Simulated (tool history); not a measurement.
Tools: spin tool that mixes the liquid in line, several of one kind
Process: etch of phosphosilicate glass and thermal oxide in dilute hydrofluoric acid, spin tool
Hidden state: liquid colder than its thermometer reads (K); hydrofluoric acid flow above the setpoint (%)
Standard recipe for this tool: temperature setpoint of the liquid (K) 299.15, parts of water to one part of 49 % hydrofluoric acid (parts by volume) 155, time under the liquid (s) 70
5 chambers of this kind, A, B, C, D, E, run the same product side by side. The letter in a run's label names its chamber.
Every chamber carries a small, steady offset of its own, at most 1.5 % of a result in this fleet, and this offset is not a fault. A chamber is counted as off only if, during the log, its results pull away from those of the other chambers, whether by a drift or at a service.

run     day  temperature setpoint of the liquid (K)  parts of water to one part of 49 % hydrofluoric acid (parts by volume)  time under the liquid (s)  hours since the thermometer was replaced  hours since the hydrofluoric acid flow meter was replaced  read-back film thickness of the phosphosilicate glass reference wafer, read on the same gauge (nm)  read-back film thickness of the thermal oxide reference wafer, read on the same gauge (nm)  thickness taken off the phosphosilicate glass on a monitor wafer (Å)  thickness taken off the thermal oxide on a monitor wafer (Å)
 1B   0.362                                  299.15                                                                     155                         70                                     523.6                                                      262.0                                                                                              29.969                                                                                      30.045                                                                387.26                                                        21.482
 2C   0.608                                  299.15                                                                     155                         70                                     503.3                                                      578.5                                                                                              29.978                                                                                      30.013                                                                390.47                                                        22.258
 3A   0.992                                  299.15                                                                     155                         70                                     840.2                                                      181.3                                                                                              30.000                                                                                      30.022                                                                386.85                                                        21.499
 4D   1.362                                  299.15                                                                     155                         70                                     462.8                                                      755.3                                                                                              29.998                                                                                      29.978                                                                381.65                                                        21.688
 5E   1.758                                  299.15                                                                     155                         70                                    1384.4                                                      464.9                                                                                              30.023                                                                                      30.008                                                                381.80                                                        20.989
 6B   2.125                                  299.15                                                                     155                         70                                     565.9                                                      304.3                                                                                              29.983                                                                                      30.035                                                                386.83                                                        21.672
 7D   2.379                                  299.15                                                                     155                         70                                     487.2                                                      779.7                                                                                              29.997                                                                                      29.988                                                                378.58                                                        21.876
 8E   2.654                                  299.15                                                                     155                         70                                    1405.9                                                      486.4                                                                                              30.027                                                                                      29.973                                                                382.67                                                        21.163
 9A   3.083                                  299.15                                                                     155                         70                                     890.4                                                      231.5                                                                                              29.992                                                                                      30.001                                                                388.89                                                        21.833
10C   3.400                                  299.15                                                                     155                         70                                     570.3                                                      645.5                                                                                              30.014                                                                                      29.977                                                                387.53                                                        22.636
11D   3.700                                  299.15                                                                     155                         70                                     518.9                                                      811.4                                                                                              30.006                                                                                      29.987                                                                381.98                                                        21.485
12B   4.200                                  299.15                                                                     155                         70                                     615.7                                                      354.1                                                                                              29.981                                                                                      30.031                                                                385.32                                                        21.774
      4.458  -- chamber D: thermometer replaced
13E   4.612                                  299.15                                                                     155                         70                                    1452.9                                                      533.4                                                                                              30.012                                                                                      30.025                                                                383.54                                                        22.234
14A   4.967                                  299.15                                                                     155                         70                                     935.6                                                      276.7                                                                                              30.015                                                                                      30.018                                                                387.89                                                        21.520
      5.400  -- chamber C: hydrofluoric acid flow meter replaced
15C   5.433                                  299.15                                                                     155                         70                                     619.1                                                        0.8                                                                                              30.002                                                                                      29.970                                                                386.68                                                        21.862
      5.704  -- chamber C: thermometer replaced
16C   5.788                                  299.15                                                                     155                         70                                       2.0                                                        9.3                                                                                              30.006                                                                                      30.009                                                                387.59                                                        22.657
17D   6.125                                  299.15                                                                     155                         70                                      40.1                                                      869.6                                                                                              30.004                                                                                      29.964                                                                381.61                                                        21.544
18B   6.479                                  299.15                                                                     155                         70                                     670.4                                                      408.8                                                                                              30.005                                                                                      29.982                                                                384.57                                                        22.223
19A   6.942                                  299.15                                                                     155                         70                                     983.0                                                      324.1                                                                                              30.021                                                                                      29.970                                                                387.42                                                        21.640
20E   7.296                                  299.15                                                                     155                         70                                    1517.3                                                      597.8                                                                                              29.985                                                                                      30.040                                                                381.75                                                        22.106
21D   7.592                                  299.15                                                                     155                         70                                      75.3                                                      904.8                                                                                              29.974                                                                                      29.985                                                                380.82                                                        21.853
22C   7.838                                  299.15                                                                     155                         70                                      51.2                                                       58.5                                                                                              29.986                                                                                      30.016                                                                385.12                                                        22.121
23B   8.150                                  299.15                                                                     155                         70                                     710.5                                                      448.9                                                                                              30.019                                                                                      30.017                                                                388.75                                                        21.539
24E   8.608                                  299.15                                                                     155                         70                                    1548.8                                                      629.3                                                                                              30.025                                                                                      30.005                                                                382.14                                                        22.466
25A   9.092                                  303.65                                                                     155                         70                                    1034.6                                                      375.7                                                                                              30.001                                                                                      30.017                                                                452.86                                                        25.638
26E   9.542                                  303.65                                                                     155                         70                                    1571.2                                                      651.7                                                                                              30.049                                                                                      30.005                                                                454.05                                                        25.255
27B  10.004                                  303.65                                                                     155                         70                                     755.0                                                      493.4                                                                                              30.009                                                                                      30.025                                                                455.46                                                        25.773
28C  10.412                                  303.65                                                                     155                         70                                     113.0                                                      120.3                                                                                              29.987                                                                                      29.998                                                                457.37                                                        25.852
29A  10.800                                  303.65                                                                     155                         70                                    1075.6                                                      416.7                                                                                              30.003                                                                                      29.971                                                                457.98                                                        25.954
30D  11.275                                  299.15                                                                     200                         70                                     163.7                                                      993.2                                                                                              30.010                                                                                      29.945                                                                279.33                                                        15.774
31B  11.771                                  299.15                                                                     200                         70                                     797.4                                                      535.8                                                                                              30.008                                                                                      30.028                                                                283.50                                                        16.099
32C  12.238                                  299.15                                                                     200                         70                                     156.8                                                      164.1                                                                                              30.020                                                                                      30.025                                                                284.82                                                        15.966

The same settings go to every chamber for the next run, one line per chamber below. Forecast the results for each:
33A  12.608                                  299.15                                                                     155                         70                                                                                                                                                                                                                                                                                                                                                                          ?                                                             ?
33B  12.608                                  299.15                                                                     155                         70                                                                                                                                                                                                                                                                                                                                                                          ?                                                             ?
33C  12.608                                  299.15                                                                     155                         70                                                                                                                                                                                                                                                                                                                                                                          ?                                                             ?
33D  12.608                                  299.15                                                                     155                         70                                                                                                                                                                                                                                                                                                                                                                          ?                                                             ?
33E  12.608                                  299.15                                                                     155                         70                                                                                                                                                                                                                                                                                                                                                                          ?                                                             ?

run  thickness taken off the phosphosilicate glass on a monitor wafer (Å)  thickness taken off the thermal oxide on a monitor wafer (Å)
33A                                                                390.68                                                        21.520
33B                                                                386.20                                                        21.390
33C                                                                388.36                                                        22.858
33D                                                                379.28                                                        21.579
33E                                                                380.90                                                        21.730
